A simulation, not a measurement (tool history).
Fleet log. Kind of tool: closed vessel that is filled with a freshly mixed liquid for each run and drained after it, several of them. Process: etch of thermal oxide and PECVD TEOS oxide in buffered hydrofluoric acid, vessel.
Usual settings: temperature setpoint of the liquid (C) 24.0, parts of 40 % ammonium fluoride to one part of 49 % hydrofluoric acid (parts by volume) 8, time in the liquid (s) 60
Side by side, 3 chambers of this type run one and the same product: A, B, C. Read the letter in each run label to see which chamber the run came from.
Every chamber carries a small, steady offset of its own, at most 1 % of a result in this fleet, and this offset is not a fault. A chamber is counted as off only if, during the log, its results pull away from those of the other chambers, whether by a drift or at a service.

| run | hour | temperature setpoint of the liquid (C) | parts of 40 % ammonium fluoride to one part of 49 % hydrofluoric acid (parts by volume) | time in the liquid (s) | hours since the thermometer was replaced | hours since the hydrofluoric acid flow meter was replaced | read-back film thickness of the thermal oxide reference wafer, read on the same gauge (nm) | read-back film thickness of the PECVD TEOS oxide reference wafer, read on the same gauge (nm) | thickness taken off the thermal oxide on a monitor wafer (angstrom) | thickness taken off the PECVD TEOS oxide on a monitor wafer (angstrom) |
|---|---|---|---|---|---|---|---|---|---|---|
| 1C | 8.4 | 24.0 | 8 | 60 | 2440.2 | 55.1 | 140.01 | 109.98 | 822.08 | 1642.8 |
| 2B | 15.7 | 24.0 | 8 | 60 | 1105.2 | 523.3 | 140.00 | 110.00 | 825.80 | 1628.8 |
| 3A | 23.8 | 24.0 | 8 | 60 | 1998.9 | 180.1 | 139.98 | 109.98 | 827.35 | 1628.0 |
| 4B | 33.2 | 24.0 | 8 | 60 | 1122.7 | 540.8 | 139.99 | 109.97 | 828.00 | 1636.1 |
| 5A | 43.4 | 26.5 | 8 | 50 | 2018.5 | 199.7 | 140.00 | 110.01 | 781.55 | 1562.9 |
| 6C | 55.2 | 26.5 | 8 | 50 | 2487.0 | 101.9 | 140.02 | 109.99 | 779.90 | 1549.2 |
| 7C | 63.2 | 26.5 | 8 | 50 | 2495.0 | 109.9 | 140.01 | 109.96 | 783.29 | 1534.5 |
| 8A | 68.6 | 24.0 | 8 | 60 | 2043.7 | 224.9 | 140.00 | 110.00 | 824.30 | 1628.4 |
| 9B | 76.0 | 24.0 | 8 | 60 | 1165.5 | 583.6 | 140.04 | 109.97 | 829.77 | 1628.3 |
| 10A | 85.0 | 24.0 | 8 | 60 | 2060.1 | 241.3 | 139.98 | 110.02 | 826.92 | 1624.2 |
| 11B | 90.5 | 24.0 | 8 | 60 | 1180.0 | 598.1 | 139.97 | 109.97 | 824.66 | 1614.8 |
|  | 96.7 | chamber A: thermometer replaced |
| 12C | 98.5 | 24.0 | 8 | 80 | 2530.3 | 145.2 | 140.01 | 110.02 | 1105.80 | 2192.2 |
| 13C | 107.4 | 24.0 | 8 | 80 | 2539.2 | 154.1 | 139.97 | 109.98 | 1094.80 | 2144.6 |
| 14A | 114.8 | 24.0 | 8 | 80 | 18.1 | 271.1 | 140.05 | 110.00 | 1102.40 | 2169.5 |
| 15B | 121.0 | 24.0 | 8 | 60 | 1210.5 | 628.6 | 140.04 | 110.03 | 826.71 | 1633.7 |
| 16B | 126.5 | 24.0 | 8 | 60 | 1216.0 | 634.1 | 140.04 | 110.00 | 821.53 | 1626.9 |
| 17C | 134.4 | 24.0 | 8 | 60 | 2566.2 | 181.1 | 139.96 | 110.02 | 824.24 | 1627.8 |
| 18A | 141.2 | 24.0 | 8 | 60 | 44.5 | 297.5 | 140.03 | 110.02 | 834.47 | 1627.0 |
| 19C | 148.8 | 24.0 | 8 | 60 | 2580.6 | 195.5 | 139.97 | 110.00 | 824.48 | 1620.8 |
| 20A | 154.6 | 24.0 | 8 | 60 | 57.9 | 310.9 | 140.01 | 109.97 | 828.37 | 1614.7 |
| 21B | 162.0 | 24.0 | 8 | 60 | 1251.5 | 669.6 | 140.00 | 109.98 | 825.93 | 1633.2 |
| 22C | 173.5 | 27.0 | 8 | 60 | 2605.3 | 220.2 | 140.01 | 110.04 | 959.32 | 1904.4 |
| 23B | 179.6 | 27.0 | 8 | 60 | 1269.1 | 687.2 | 140.02 | 109.98 | 969.76 | 1908.0 |
| 24A | 189.8 | 27.0 | 8 | 60 | 93.1 | 346.1 | 140.00 | 109.99 | 966.87 | 1922.5 |

Each of the 3 chambers runs these same settings next. Fill in every chamber's results:
| 25A | 198.3 | 24.0 | 8 | 90 |  |  |  |  | ? | ? |
| 25B | 198.3 | 24.0 | 8 | 90 |  |  |  |  | ? | ? |
| 25C | 198.3 | 24.0 | 8 | 90 |  |  |  |  | ? | ? |

| run | thickness taken off the thermal oxide on a monitor wafer (angstrom) | thickness taken off the PECVD TEOS oxide on a monitor wafer (angstrom) |
|---|---|---|
| 25A | 1240.50 | 2464.9 |
| 25B | 1239.60 | 2424.5 |
| 25C | 1226.00 | 2445.9 |
